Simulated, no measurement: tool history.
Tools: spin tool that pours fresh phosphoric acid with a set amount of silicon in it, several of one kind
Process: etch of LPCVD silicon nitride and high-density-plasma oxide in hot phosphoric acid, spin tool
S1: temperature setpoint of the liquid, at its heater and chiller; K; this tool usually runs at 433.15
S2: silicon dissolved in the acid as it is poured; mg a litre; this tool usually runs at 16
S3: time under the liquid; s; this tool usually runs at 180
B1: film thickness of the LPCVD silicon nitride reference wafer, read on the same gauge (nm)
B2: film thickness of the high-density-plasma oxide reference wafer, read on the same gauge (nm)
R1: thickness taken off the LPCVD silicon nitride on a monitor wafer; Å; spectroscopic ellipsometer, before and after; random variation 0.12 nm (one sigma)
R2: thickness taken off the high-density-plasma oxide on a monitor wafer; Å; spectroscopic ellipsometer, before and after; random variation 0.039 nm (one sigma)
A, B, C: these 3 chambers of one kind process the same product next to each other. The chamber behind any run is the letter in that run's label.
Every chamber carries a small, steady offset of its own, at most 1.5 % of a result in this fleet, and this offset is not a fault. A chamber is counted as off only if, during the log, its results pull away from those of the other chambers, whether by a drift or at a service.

{"run": "1C", "hour": 10.8, "S1": 433.15, "S2": 16, "S3": 180, "B1": 110.01, "B2": 30.008, "R1": 148.34, "R2": 5.8796}
{"run": "2A", "hour": 22.2, "S1": 433.15, "S2": 16, "S3": 180, "B1": 109.99, "B2": 29.997, "R1": 154.01, "R2": 6.0266}
{"run": "3B", "hour": 28.7, "S1": 433.15, "S2": 16, "S3": 180, "B1": 109.99, "B2": 30.018, "R1": 152.29, "R2": 5.855}
{"run": "4A", "hour": 40.9, "S1": 433.15, "S2": 16, "S3": 180, "B1": 110.01, "B2": 30.007, "R1": 152.24, "R2": 5.7819}
{"run": "5C", "hour": 47.4, "S1": 433.15, "S2": 28.5, "S3": 95, "B1": 110.05, "B2": 29.999, "R1": 79.714, "R2": 2.181}
{"run": "6B", "hour": 57.0, "S1": 433.15, "S2": 28.5, "S3": 95, "B1": 110.02, "B2": 29.979, "R1": 79.942, "R2": 2.0411}
{"hour": 58.2, "done": "chamber B: dissolved silicon flow meter replaced"}
{"run": "7C", "hour": 69.8, "S1": 433.15, "S2": 28.5, "S3": 95, "B1": 109.97, "B2": 30.004, "R1": 78.985, "R2": 2.1434}
{"run": "8A", "hour": 79.1, "S1": 433.15, "S2": 16, "S3": 180, "B1": 110.01, "B2": 29.993, "R1": 151.84, "R2": 5.7176}
{"run": "9B", "hour": 88.1, "S1": 433.15, "S2": 16, "S3": 180, "B1": 110.01, "B2": 30.018, "R1": 151.68, "R2": 5.9953}
{"run": "10C", "hour": 100.5, "S1": 433.15, "S2": 16, "S3": 180, "B1": 110, "B2": 29.996, "R1": 152.29, "R2": 5.7859}
{"run": "11A", "hour": 109.1, "S1": 433.15, "S2": 16, "S3": 180, "B1": 110, "B2": 30.009, "R1": 154.51, "R2": 6.0248}
{"run": "12B", "hour": 122.9, "S1": 433.15, "S2": 16, "S3": 180, "B1": 109.99, "B2": 30.042, "R1": 151.54, "R2": 5.6697}
{"run": "13C", "hour": 134.1, "S1": 433.15, "S2": 16, "S3": 180, "B1": 109.96, "B2": 29.984, "R1": 150.64, "R2": 6.6082}
{"run": "14B", "hour": 146.9, "S1": 433.15, "S2": 16, "S3": 180, "B1": 110.04, "B2": 29.991, "R1": 155.41, "R2": 5.4297}
{"run": "15A", "hour": 161.0, "S1": 433.15, "S2": 16, "S3": 180, "B1": 110, "B2": 30.023, "R1": 154.91, "R2": 6.4497}
{"run": "16C", "hour": 170.8, "S1": 433.15, "S2": 16, "S3": 180, "B1": 109.98, "B2": 30, "R1": 150.62, "R2": 6.4094}
{"run": "17A", "hour": 184.9, "S1": 433.15, "S2": 16, "S3": 130, "B1": 110.02, "B2": 29.995, "R1": 110.74, "R2": 4.165}
{"run": "18B", "hour": 195.7, "S1": 433.15, "S2": 16, "S3": 130, "B1": 110.01, "B2": 30.006, "R1": 109.53, "R2": 4.9463}
{"run": "19A", "hour": 207.1, "S1": 433.15, "S2": 16, "S3": 130, "B1": 109.99, "B2": 29.964, "R1": 109.99, "R2": 3.8364}
{"run": "20C", "hour": 219.6, "S1": 433.15, "S2": 16, "S3": 180, "B1": 110, "B2": 30.011, "R1": 150.74, "R2": 6.1426}
{"run": "21B", "hour": 229.0, "S1": 433.15, "S2": 16, "S3": 180, "B1": 109.96, "B2": 30.017, "R1": 152.99, "R2": 6.072}
{"run": "22A", "hour": 238.4, "S1": 433.15, "S2": 16, "S3": 180, "B1": 109.99, "B2": 30.011, "R1": 153.52, "R2": 5.7347}
{"run": "23B", "hour": 250.6, "S1": 433.15, "S2": 16, "S3": 180, "B1": 109.98, "B2": 30.013, "R1": 150.68, "R2": 5.4126}
{"run": "24C", "hour": 260.6, "S1": 433.15, "S2": 16, "S3": 180, "B1": 109.98, "B2": 29.992, "R1": 151.92, "R2": 6.0314}
{"run": "25A", "hour": 270.4, "S1": 433.15, "S2": 16, "S3": 180, "B1": 110, "B2": 30.003, "R1": 152.39, "R2": 5.3629}
{"run": "26B", "hour": 283.6, "S1": 433.15, "S2": 16, "S3": 180, "B1": 110.02, "B2": 30.02, "R1": 154.11, "R2": 6.4491}
{"run": "27C", "hour": 290.6, "S1": 433.15, "S2": 16, "S3": 180, "B1": 110.01, "B2": 30.01, "R1": 150.82, "R2": 6.0975}
{"run": "28A", "hour": 297.6, "S1": 431.15, "S2": 16, "S3": 110, "B1": 110, "B2": 30.008, "R1": 87.585, "R2": 2.9305}
{"run": "29C", "hour": 306.3, "S1": 431.15, "S2": 16, "S3": 110, "B1": 109.99, "B2": 29.983, "R1": 86.733, "R2": 2.8565}

One chamber off, gauge drift, or nothing amiss beyond the chambers' own small offsets? If it is a chamber, which one, and what is the likeliest cause?

No chamber is off and the gauge is stable; the differences are just each chamber's small, constant offset.

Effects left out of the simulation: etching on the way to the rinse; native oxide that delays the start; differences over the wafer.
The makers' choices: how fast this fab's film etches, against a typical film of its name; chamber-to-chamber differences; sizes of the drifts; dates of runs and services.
